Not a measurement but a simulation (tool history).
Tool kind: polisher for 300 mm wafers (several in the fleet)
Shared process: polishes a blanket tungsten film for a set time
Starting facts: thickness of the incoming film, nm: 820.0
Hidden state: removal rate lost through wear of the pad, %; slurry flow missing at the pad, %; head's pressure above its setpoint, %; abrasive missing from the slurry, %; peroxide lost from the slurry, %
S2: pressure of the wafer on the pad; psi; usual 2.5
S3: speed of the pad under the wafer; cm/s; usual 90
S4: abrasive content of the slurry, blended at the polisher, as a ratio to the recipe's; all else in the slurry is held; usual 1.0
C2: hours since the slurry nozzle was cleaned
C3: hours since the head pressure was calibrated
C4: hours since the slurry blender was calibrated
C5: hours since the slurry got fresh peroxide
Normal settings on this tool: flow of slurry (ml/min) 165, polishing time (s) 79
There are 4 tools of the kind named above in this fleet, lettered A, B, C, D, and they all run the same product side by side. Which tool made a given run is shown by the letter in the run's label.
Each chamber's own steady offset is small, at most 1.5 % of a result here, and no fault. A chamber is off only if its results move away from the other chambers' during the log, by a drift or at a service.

run 1B hour=6.4 | flow_of_slurry_(ml/min)=165 S2=2.5 S3=90 S4=1.0 polishing_time_(s)=79 | wafers_polished_on_this_pad=1135 C2=144.6 C3=168.7 C4=75.3 C5=40.2 | film_removed_(angstrom)=1995.0
-- hour=9.3 chamber A: slurry blender recalibrated
run 2A hour=10.0 | flow_of_slurry_(ml/min)=165 S2=2.5 S3=90 S4=1.0 polishing_time_(s)=79 | wafers_polished_on_this_pad=655 C2=572.7 C3=1257.4 C4=0.8 C5=68.7 | film_removed_(angstrom)=1984.0
-- hour=10.1 chamber B: worn pad replaced by a new one
run 3D hour=16.3 | flow_of_slurry_(ml/min)=165 S2=2.5 S3=90 S4=1.0 polishing_time_(s)=79 | wafers_polished_on_this_pad=815 C2=285.5 C3=409.9 C4=135.2 C5=21.2 | film_removed_(angstrom)=1998.0
run 4C hour=23.0 | flow_of_slurry_(ml/min)=165 S2=2.5 S3=90 S4=1.0 polishing_time_(s)=79 | wafers_polished_on_this_pad=224 C2=96.3 C3=268.8 C4=375.2 C5=25.9 | film_removed_(angstrom)=1997.5
run 5B hour=28.1 | flow_of_slurry_(ml/min)=165 S2=2.5 S3=90 S4=1.0 polishing_time_(s)=79 | wafers_polished_on_this_pad=168 C2=166.3 C3=190.4 C4=97.0 C5=61.9 | film_removed_(angstrom)=1972.6
-- hour=29.3 chamber A: slurry tank refilled with fresh slurry and peroxide
-- hour=33.1 chamber B: slurry tank refilled with fresh slurry and peroxide
run 6A hour=34.4 | flow_of_slurry_(ml/min)=165 S2=2.5 S3=90 S4=1.0 polishing_time_(s)=79 | wafers_polished_on_this_pad=883 C2=597.1 C3=1281.8 C4=25.2 C5=5.1 | film_removed_(angstrom)=1972.8
run 7D hour=37.9 | flow_of_slurry_(ml/min)=165 S2=2.5 S3=90 S4=1.0 polishing_time_(s)=79 | wafers_polished_on_this_pad=1016 C2=307.1 C3=431.5 C4=156.8 C5=42.8 | film_removed_(angstrom)=1995.1
run 8C hour=42.4 | flow_of_slurry_(ml/min)=165 S2=2.5 S3=90 S4=1.0 polishing_time_(s)=79 | wafers_polished_on_this_pad=405 C2=115.7 C3=288.2 C4=394.6 C5=45.3 | film_removed_(angstrom)=1990.7
-- hour=48.6 chamber D: worn pad replaced by a new one
run 9D hour=48.9 | flow_of_slurry_(ml/min)=165 S2=2.5 S3=90 S4=1.0 polishing_time_(s)=79 | wafers_polished_on_this_pad=3 C2=318.1 C3=442.5 C4=167.8 C5=53.8 | film_removed_(angstrom)=1987.7
run 10B hour=52.2 | flow_of_slurry_(ml/min)=165 S2=2.5 S3=90 S4=1.0 polishing_time_(s)=79 | wafers_polished_on_this_pad=393 C2=190.4 C3=214.5 C4=121.1 C5=19.2 | film_removed_(angstrom)=1985.9
run 11C hour=55.8 | flow_of_slurry_(ml/min)=165 S2=2.5 S3=90 S4=1.0 polishing_time_(s)=79 | wafers_polished_on_this_pad=530 C2=129.1 C3=301.6 C4=408.0 C5=58.7 | film_removed_(angstrom)=2012.8
run 12A hour=59.1 | flow_of_slurry_(ml/min)=165 S2=2.5 S3=90 S4=1.0 polishing_time_(s)=79 | wafers_polished_on_this_pad=1114 C2=621.8 C3=1306.5 C4=49.9 C5=29.8 | film_removed_(angstrom)=1967.8
-- hour=64.7 chamber D: slurry tank refilled with fresh slurry and peroxide
run 13A hour=65.6 | flow_of_slurry_(ml/min)=165 S2=2.5 S3=90 S4=1.0 polishing_time_(s)=79 | wafers_polished_on_this_pad=1174 C2=628.3 C3=1313.0 C4=56.4 C5=36.3 | film_removed_(angstrom)=1964.3
-- hour=65.9 chamber C: slurry blender recalibrated
-- hour=69.6 chamber D: slurry blender recalibrated
run 14C hour=70.0 | flow_of_slurry_(ml/min)=165 S2=2.5 S3=90 S4=1.0 polishing_time_(s)=79 | wafers_polished_on_this_pad=663 C2=143.3 C3=315.8 C4=4.2 C5=72.9 | film_removed_(angstrom)=1980.2
-- hour=71.6 chamber C: slurry tank refilled with fresh slurry and peroxide
run 15D hour=74.0 | flow_of_slurry_(ml/min)=165 S2=2.5 S3=90 S4=1.0 polishing_time_(s)=79 | wafers_polished_on_this_pad=238 C2=343.2 C3=467.6 C4=4.5 C5=9.3 | film_removed_(angstrom)=2006.6
run 16B hour=80.2 | flow_of_slurry_(ml/min)=165 S2=2.5 S3=90 S4=1.0 polishing_time_(s)=79 | wafers_polished_on_this_pad=654 C2=218.4 C3=242.5 C4=149.1 C5=47.2 | film_removed_(angstrom)=1979.4
run 17A hour=84.0 | flow_of_slurry_(ml/min)=165 S2=2.5 S3=90 S4=1.0 polishing_time_(s)=79 | wafers_polished_on_this_pad=1346 C2=646.7 C3=1331.4 C4=74.8 C5=54.7 | film_removed_(angstrom)=1935.9
run 18B hour=88.2 | flow_of_slurry_(ml/min)=165 S2=2.5 S3=90 S4=1.0 polishing_time_(s)=79 | wafers_polished_on_this_pad=729 C2=226.4 C3=250.5 C4=157.1 C5=55.2 | film_removed_(angstrom)=1962.3
run 19D hour=93.8 | flow_of_slurry_(ml/min)=165 S2=2.5 S3=90 S4=1.0 polishing_time_(s)=79 | wafers_polished_on_this_pad=422 C2=363.0 C3=487.4 C4=24.3 C5=29.1 | film_removed_(angstrom)=2011.6
run 20C hour=97.6 | flow_of_slurry_(ml/min)=165 S2=2.5 S3=90 S4=1.0 polishing_time_(s)=79 | wafers_polished_on_this_pad=921 C2=170.9 C3=343.4 C4=31.8 C5=26.1 | film_removed_(angstrom)=1997.2
-- hour=99.6 chamber B: slurry tank refilled with fresh slurry and peroxide
run 21D hour=102.7 | flow_of_slurry_(ml/min)=165 S2=2.5 S3=90 S4=1.0 polishing_time_(s)=79 | wafers_polished_on_this_pad=505 C2=371.9 C3=496.3 C4=33.2 C5=38.0 | film_removed_(angstrom)=1990.6
-- hour=106.0 chamber A: slurry tank refilled with fresh slurry and peroxide
run 22A hour=107.1 | flow_of_slurry_(ml/min)=165 S2=2.5 S3=90 S4=1.0 polishing_time_(s)=79 | wafers_polished_on_this_pad=1562 C2=669.8 C3=1354.5 C4=97.9 C5=1.1 | film_removed_(angstrom)=1893.1
run 23C hour=110.7 | flow_of_slurry_(ml/min)=165 S2=2.5 S3=90 S4=1.0 polishing_time_(s)=79 | wafers_polished_on_this_pad=1043 C2=184.0 C3=356.5 C4=44.9 C5=39.2 | film_removed_(angstrom)=1993.4
run 24B hour=116.4 | flow_of_slurry_(ml/min)=165 S2=2.5 S3=110 S4=1.0 polishing_time_(s)=79 | wafers_polished_on_this_pad=992 C2=254.6 C3=278.7 C4=185.3 C5=16.8 | film_removed_(angstrom)=2441.8
run 25A hour=120.2 | flow_of_slurry_(ml/min)=165 S2=2.5 S3=110 S4=1.0 polishing_time_(s)=79 | wafers_polished_on_this_pad=1684 C2=682.9 C3=1367.6 C4=111.0 C5=14.2 | film_removed_(angstrom)=2342.5
run 26C hour=123.6 | flow_of_slurry_(ml/min)=165 S2=2.5 S3=110 S4=1.0 polishing_time_(s)=79 | wafers_polished_on_this_pad=1163 C2=196.9 C3=369.4 C4=57.8 C5=52.1 | film_removed_(angstrom)=2414.8
-- hour=127.7 chamber A: head pressure recalibrated
-- hour=128.7 chamber D: slurry tank refilled with fresh slurry and peroxide
run 27B hour=128.9 | flow_of_slurry_(ml/min)=165 S2=2.5 S3=110 S4=1.0 polishing_time_(s)=79 | wafers_polished_on_this_pad=1109 C2=267.1 C3=291.2 C4=197.8 C5=29.3 | film_removed_(angstrom)=2448.3
-- hour=131.8 chamber C: slurry tank refilled with fresh slurry and peroxide
run 28D hour=132.2 | flow_of_slurry_(ml/min)=165 S2=2.5 S3=90 S4=1.0 polishing_time_(s)=79 | wafers_polished_on_this_pad=781 C2=401.4 C3=525.8 C4=62.7 C5=3.5 | film_removed_(angstrom)=1983.3
run 29C hour=137.6 | flow_of_slurry_(ml/min)=165 S2=2.5 S3=90 S4=1.0 polishing_time_(s)=79 | wafers_polished_on_this_pad=1294 C2=210.9 C3=383.4 C4=71.8 C5=5.8 | film_removed_(angstrom)=2019.3
run 30D hour=144.1 | flow_of_slurry_(ml/min)=165 S2=2.5 S3=90 S4=1.0 polishing_time_(s)=79 | wafers_polished_on_this_pad=892 C2=413.3 C3=537.7 C4=74.6 C5=15.4 | film_removed_(angstrom)=1987.1
run 31A hour=147.5 | flow_of_slurry_(ml/min)=165 S2=2.5 S3=90 S4=1.0 polishing_time_(s)=79 | wafers_polished_on_this_pad=1939 C2=710.2 C3=19.8 C4=138.3 C5=41.5 | film_removed_(angstrom)=1874.8
-- hour=147.8 chamber C: worn pad replaced by a new one
-- hour=150.4 chamber B: worn pad replaced by a new one
run 32B hour=152.2 | flow_of_slurry_(ml/min)=165 S2=2.5 S3=90 S4=1.0 polishing_time_(s)=79 | wafers_polished_on_this_pad=17 C2=290.4 C3=314.5 C4=221.1 C5=52.6 | film_removed_(angstrom)=2004.0
run 33D hour=157.2 | flow_of_slurry_(ml/min)=165 S2=2.5 S3=90 S4=1.0 polishing_time_(s)=79 | wafers_polished_on_this_pad=1014 C2=426.4 C3=550.8 C4=87.7 C5=28.5 | film_removed_(angstrom)=2005.6
-- hour=159.0 chamber B: slurry tank refilled with fresh slurry and peroxide
run 34C hour=161.2 | flow_of_slurry_(ml/min)=165 S2=2.5 S3=90 S4=1.0 polishing_time_(s)=79 | wafers_polished_on_this_pad=125 C2=234.5 C3=407.0 C4=95.4 C5=29.4 | film_removed_(angstrom)=1981.6
run 35A hour=167.2 | flow_of_slurry_(ml/min)=205 S2=2.5 S3=90 S4=1.0 polishing_time_(s)=79 | wafers_polished_on_this_pad=2123 C2=729.9 C3=39.5 C4=158.0 C5=61.2 | film_removed_(angstrom)=1924.8
run 36B hour=173.8 | flow_of_slurry_(ml/min)=205 S2=2.5 S3=90 S4=1.0 polishing_time_(s)=79 | wafers_polished_on_this_pad=218 C2=312.0 C3=336.1 C4=242.7 C5=14.8 | film_removed_(angstrom)=2051.9
run 37B hour=177.1 | flow_of_slurry_(ml/min)=205 S2=2.5 S3=90 S4=1.0 polishing_time_(s)=79 | wafers_polished_on_this_pad=249 C2=315.3 C3=339.4 C4=246.0 C5=18.1 | film_removed_(angstrom)=2061.8
-- hour=180.5 chamber D: worn pad replaced by a new one
run 38D hour=182.3 | flow_of_slurry_(ml/min)=205 S2=2.5 S3=90 S4=1.0 polishing_time_(s)=79 | wafers_polished_on_this_pad=16 C2=451.5 C3=575.9 C4=112.8 C5=53.6 | film_removed_(angstrom)=2044.3
run 39C hour=186.2 | flow_of_slurry_(ml/min)=165 S2=2.5 S3=106 S4=1.2 polishing_time_(s)=79 | wafers_polished_on_this_pad=359 C2=259.5 C3=432.0 C4=120.4 C5=54.4 | film_removed_(angstrom)=2480.0

For the next run the whole fleet of 4 chambers uses the same settings. Give each chamber's results:
run 40A hour=191.1 | flow_of_slurry_(ml/min)=165 S2=2.5 S3=90 S4=1.0 polishing_time_(s)=79 | film_removed_(angstrom)=?
run 40B hour=191.1 | flow_of_slurry_(ml/min)=165 S2=2.5 S3=90 S4=1.0 polishing_time_(s)=79 | film_removed_(angstrom)=?
run 40C hour=191.1 | flow_of_slurry_(ml/min)=165 S2=2.5 S3=90 S4=1.0 polishing_time_(s)=79 | film_removed_(angstrom)=?
run 40D hour=191.1 | flow_of_slurry_(ml/min)=165 S2=2.5 S3=90 S4=1.0 polishing_time_(s)=79 | film_removed_(angstrom)=?

run=40A film_removed_(angstrom)=1823.0
run=40B film_removed_(angstrom)=1982.1
run=40C film_removed_(angstrom)=1991.0
run=40D film_removed_(angstrom)=1999.1
